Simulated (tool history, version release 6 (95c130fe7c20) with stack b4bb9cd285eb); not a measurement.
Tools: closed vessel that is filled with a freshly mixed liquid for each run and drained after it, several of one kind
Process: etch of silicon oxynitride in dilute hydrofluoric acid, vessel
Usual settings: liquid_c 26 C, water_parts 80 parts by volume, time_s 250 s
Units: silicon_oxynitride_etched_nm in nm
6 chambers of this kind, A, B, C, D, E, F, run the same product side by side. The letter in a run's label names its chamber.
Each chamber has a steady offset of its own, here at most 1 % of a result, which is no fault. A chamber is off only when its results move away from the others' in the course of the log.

| run | hour | liquid_c | water_parts | time_s | hours since the thermometer was replaced | hours since the hydrofluoric acid flow meter was replaced | read-back film thickness of the silicon oxynitride reference wafer, read on the same gauge (nm) | silicon_oxynitride_etched_nm |
|---|---|---|---|---|---|---|---|---|
| 1E | 7.1 | 26 | 80 | 250 | 931.2 | 922 | 150 | 5.7873 |
| 2D | 14.5 | 26 | 80 | 250 | 617.6 | 807.2 | 150.03 | 5.7106 |
| 3A | 25.6 | 26 | 80 | 250 | 512.9 | 256.9 | 149.98 | 5.7543 |
|  | 32.7 | chamber D: thermometer replaced |
| 4C | 32.9 | 26 | 80 | 250 | 163.1 | 756.1 | 150 | 5.7486 |
| 5B | 41.9 | 26 | 80 | 250 | 987.8 | 599.7 | 150 | 5.7167 |
| 6F | 47.2 | 21.5 | 80 | 250 | 152.2 | 847.1 | 150.01 | 4.6817 |
| 7D | 56.2 | 21.5 | 80 | 250 | 23.6 | 848.9 | 149.97 | 4.6386 |
| 8A | 65.8 | 21.5 | 80 | 250 | 553.1 | 297.1 | 150.02 | 4.6654 |
|  | 70.4 | chamber C: hydrofluoric acid flow meter replaced |
| 9F | 74.1 | 21.5 | 80 | 250 | 179.1 | 874 | 150.01 | 4.6759 |
| 10E | 82.5 | 21.5 | 80 | 250 | 1006.6 | 997.4 | 150.02 | 4.725 |
| 11B | 88.3 | 21.5 | 80 | 250 | 1034.2 | 646.1 | 149.98 | 4.6225 |
| 12C | 94.2 | 26 | 80 | 250 | 224.4 | 23.9 | 149.97 | 5.7372 |
| 13E | 100.4 | 26 | 80 | 250 | 1024.5 | 1015.3 | 149.99 | 5.8278 |
| 14C | 108.6 | 26 | 80 | 250 | 238.8 | 38.3 | 150 | 5.6839 |
| 15D | 114.7 | 26 | 80 | 250 | 82.1 | 907.4 | 150.01 | 5.7746 |
| 16F | 126.6 | 26 | 80 | 250 | 231.6 | 926.5 | 150 | 5.7583 |
| 17A | 138 | 26 | 80 | 250 | 625.3 | 369.3 | 149.99 | 5.7813 |
| 18B | 145.3 | 26 | 80 | 125 | 1091.2 | 703.1 | 149.98 | 2.8603 |
| 19A | 152.3 | 26 | 80 | 125 | 639.6 | 383.6 | 150 | 2.8706 |
| 20E | 162.1 | 26 | 80 | 125 | 1086.2 | 1077 | 149.99 | 2.8954 |
| 21B | 170.6 | 26 | 80 | 125 | 1116.5 | 728.4 | 150.02 | 2.8526 |
| 22D | 181.7 | 26 | 80 | 125 | 149.1 | 974.4 | 149.99 | 2.894 |
| 23C | 189.1 | 26 | 80 | 125 | 319.3 | 118.8 | 149.99 | 2.8743 |
| 24F | 194.8 | 26 | 80 | 250 | 299.8 | 994.7 | 150 | 5.8096 |
|  | 203.5 | chamber B: hydrofluoric acid flow meter replaced |
| 25F | 206.6 | 26 | 80 | 250 | 311.6 | 1006.5 | 149.99 | 5.8381 |
| 26C | 213.6 | 26 | 80 | 250 | 343.8 | 143.3 | 149.98 | 5.6793 |
|  | 220.5 | chamber E: hydrofluoric acid flow meter replaced |
|  | 221.6 | chamber D: hydrofluoric acid flow meter replaced |
| 27D | 224.9 | 26 | 80 | 250 | 192.3 | 3.4 | 150.03 | 5.7189 |
|  | 232.6 | chamber B: thermometer replaced |
| 28E | 235.7 | 26 | 80 | 250 | 1159.8 | 15.3 | 150.01 | 5.8208 |
| 29B | 242.5 | 26 | 80 | 250 | 9.9 | 39 | 150 | 5.7603 |
| 30A | 253.4 | 21.5 | 80 | 250 | 740.7 | 484.7 | 150 | 4.6506 |
| 31A | 261.5 | 21.5 | 80 | 250 | 748.8 | 492.8 | 149.97 | 4.6841 |
| 32B | 271.8 | 21.5 | 80 | 250 | 39.2 | 68.3 | 150.01 | 4.6495 |
| 33C | 281.9 | 21.5 | 80 | 250 | 412.1 | 211.6 | 150 | 4.5672 |
| 34F | 289.6 | 21.5 | 80 | 250 | 394.6 | 1089.5 | 149.96 | 4.661 |
| 35E | 299.4 | 21.5 | 80 | 250 | 1223.5 | 79 | 150.01 | 4.6841 |
| 36D | 306 | 26 | 80 | 250 | 273.4 | 84.5 | 150 | 5.7028 |
| 37C | 317.8 | 26 | 80 | 250 | 448 | 247.5 | 149.99 | 5.7074 |
| 38D | 328.7 | 26 | 80 | 250 | 296.1 | 107.2 | 149.99 | 5.781 |
| 39F | 334.7 | 26 | 80 | 250 | 439.7 | 1134.6 | 150 | 5.8563 |
| 40B | 346.2 | 26 | 80 | 250 | 113.6 | 142.7 | 150.01 | 5.7626 |
| 41E | 351.9 | 26 | 80 | 250 | 1276 | 131.5 | 150.01 | 5.8091 |
| 42A | 359 | 26 | 80 | 250 | 846.3 | 590.3 | 150 | 5.7439 |
| 43A | 367.7 | 26 | 90 | 250 | 855 | 599 | 149.98 | 5.0932 |

Next, every chamber runs the same settings. What will each give?
| 44A | 376.3 | 26 | 80 | 250 |  |  |  | ? |
| 44B | 376.3 | 26 | 80 | 250 |  |  |  | ? |
| 44C | 376.3 | 26 | 80 | 250 |  |  |  | ? |
| 44D | 376.3 | 26 | 80 | 250 |  |  |  | ? |
| 44E | 376.3 | 26 | 80 | 250 |  |  |  | ? |
| 44F | 376.3 | 26 | 80 | 250 |  |  |  | ? |

| run | silicon_oxynitride_etched_nm |
|---|---|
| 44A | 5.7632 |
| 44B | 5.7534 |
| 44C | 5.7032 |
| 44D | 5.7874 |
| 44E | 5.8405 |
| 44F | 5.8365 |
